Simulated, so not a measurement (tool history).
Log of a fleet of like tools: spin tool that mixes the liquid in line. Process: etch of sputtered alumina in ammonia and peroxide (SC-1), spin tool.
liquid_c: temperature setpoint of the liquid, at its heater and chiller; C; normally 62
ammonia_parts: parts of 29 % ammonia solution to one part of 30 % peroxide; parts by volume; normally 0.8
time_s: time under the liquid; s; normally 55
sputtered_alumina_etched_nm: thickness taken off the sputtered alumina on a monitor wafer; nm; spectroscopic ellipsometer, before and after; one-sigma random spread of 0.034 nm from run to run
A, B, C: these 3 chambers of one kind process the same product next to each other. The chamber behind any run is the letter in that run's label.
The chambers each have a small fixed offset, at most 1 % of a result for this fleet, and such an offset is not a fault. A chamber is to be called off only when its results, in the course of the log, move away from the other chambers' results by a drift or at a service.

| run | hour | liquid_c | ammonia_parts | time_s | read-back film thickness of the sputtered alumina reference wafer, read on the same gauge (nm) | sputtered_alumina_etched_nm |
|---|---|---|---|---|---|---|
| 1B | 7.7 | 62 | 0.8 | 55 | 80.01 | 4.4777 |
| 2A | 18.1 | 62 | 0.8 | 55 | 80.005 | 4.4038 |
| 3C | 24.1 | 62 | 0.8 | 55 | 79.987 | 4.4351 |
| 4A | 30.8 | 62 | 0.8 | 55 | 80.033 | 4.4125 |
| 5B | 37 | 70 | 0.8 | 35 | 79.982 | 4.1986 |
| 6C | 44.7 | 70 | 0.8 | 35 | 79.985 | 4.1982 |
| 7C | 54.8 | 70 | 0.8 | 35 | 80.01 | 4.2012 |
| 8B | 63.9 | 62 | 0.8 | 55 | 79.991 | 4.3518 |
| 9A | 73.1 | 62 | 0.8 | 55 | 80.008 | 4.401 |
| 10B | 78.5 | 62 | 0.8 | 55 | 79.979 | 4.4348 |
| 11C | 88 | 62 | 0.8 | 55 | 80.016 | 4.413 |
| 12A | 98.3 | 62 | 0.8 | 55 | 79.972 | 4.3762 |
| 13A | 106.3 | 62 | 0.8 | 55 | 79.976 | 4.456 |
| 14B | 115.4 | 62 | 0.8 | 55 | 80.031 | 4.369 |
| 15C | 121.6 | 62 | 0.8 | 55 | 80.016 | 4.4239 |
| 16A | 127.3 | 62 | 0.8 | 55 | 80.003 | 4.3747 |
| 17B | 136.7 | 62 | 0.8 | 55 | 80.009 | 4.4242 |
|  | 145.7 | chamber A: heated supply line repaired |
| 18C | 146.7 | 62 | 0.8 | 55 | 79.985 | 4.3582 |
| 19B | 157.8 | 62 | 0.8 | 55 | 80.013 | 4.4531 |
| 20C | 163.1 | 62 | 0.8 | 55 | 79.961 | 4.4935 |
| 21A | 171 | 62 | 0.8 | 55 | 79.984 | 4.3883 |
|  | 176.8 | chamber A: ammonia flow meter replaced |
| 22C | 177.9 | 62 | 0.8 | 55 | 79.982 | 4.3749 |
| 23A | 189 | 62 | 0.8 | 55 | 79.98 | 4.3457 |
| 24B | 198.3 | 62 | 0.8 | 55 | 80.017 | 4.4706 |
| 25C | 209.7 | 62 | 0.8 | 45 | 80.003 | 3.6064 |
| 26B | 215.9 | 62 | 0.8 | 45 | 80.003 | 3.6396 |
| 27A | 226.6 | 62 | 0.8 | 45 | 79.983 | 3.6329 |
| 28B | 237.6 | 62 | 0.8 | 55 | 79.996 | 4.3998 |
| 29A | 244.1 | 65 | 0.8 | 55 | 80 | 5.0677 |
|  | 245.4 | chamber B: thermometer replaced |
| 30C | 251.2 | 65 | 0.8 | 55 | 80.013 | 5.2046 |
| 31C | 258.7 | 65 | 0.8 | 55 | 80.034 | 5.1413 |
| 32A | 263.7 | 55.5 | 0.8 | 55 | 79.999 | 3.1183 |
| 33B | 270 | 55.5 | 0.8 | 55 | 79.997 | 3.1565 |
| 34C | 277.4 | 55.5 | 0.8 | 55 | 79.999 | 3.1235 |
|  | 279.7 | chamber A: new drum of ammonia solution connected |
| 35B | 285.4 | 62 | 0.8 | 55 | 80.03 | 4.402 |
| 36A | 295.5 | 62 | 0.8 | 55 | 80.015 | 4.441 |
| 37A | 304.5 | 62 | 0.8 | 55 | 79.964 | 4.3718 |
| 38B | 312.2 | 62 | 0.8 | 55 | 79.998 | 4.3934 |
| 39C | 320.5 | 70 | 0.8 | 55 | 79.976 | 6.6732 |

Next, all 3 chambers run the settings below, one line each with question marks for the results. What does each chamber give?
| 40A | 328.7 | 62 | 0.8 | 40 |  | ? |
| 40B | 328.7 | 62 | 0.8 | 40 |  | ? |
| 40C | 328.7 | 62 | 0.8 | 40 |  | ? |

| run | sputtered_alumina_etched_nm |
|---|---|
| 40A | 3.1562 |
| 40B | 3.1752 |
| 40C | 3.1816 |
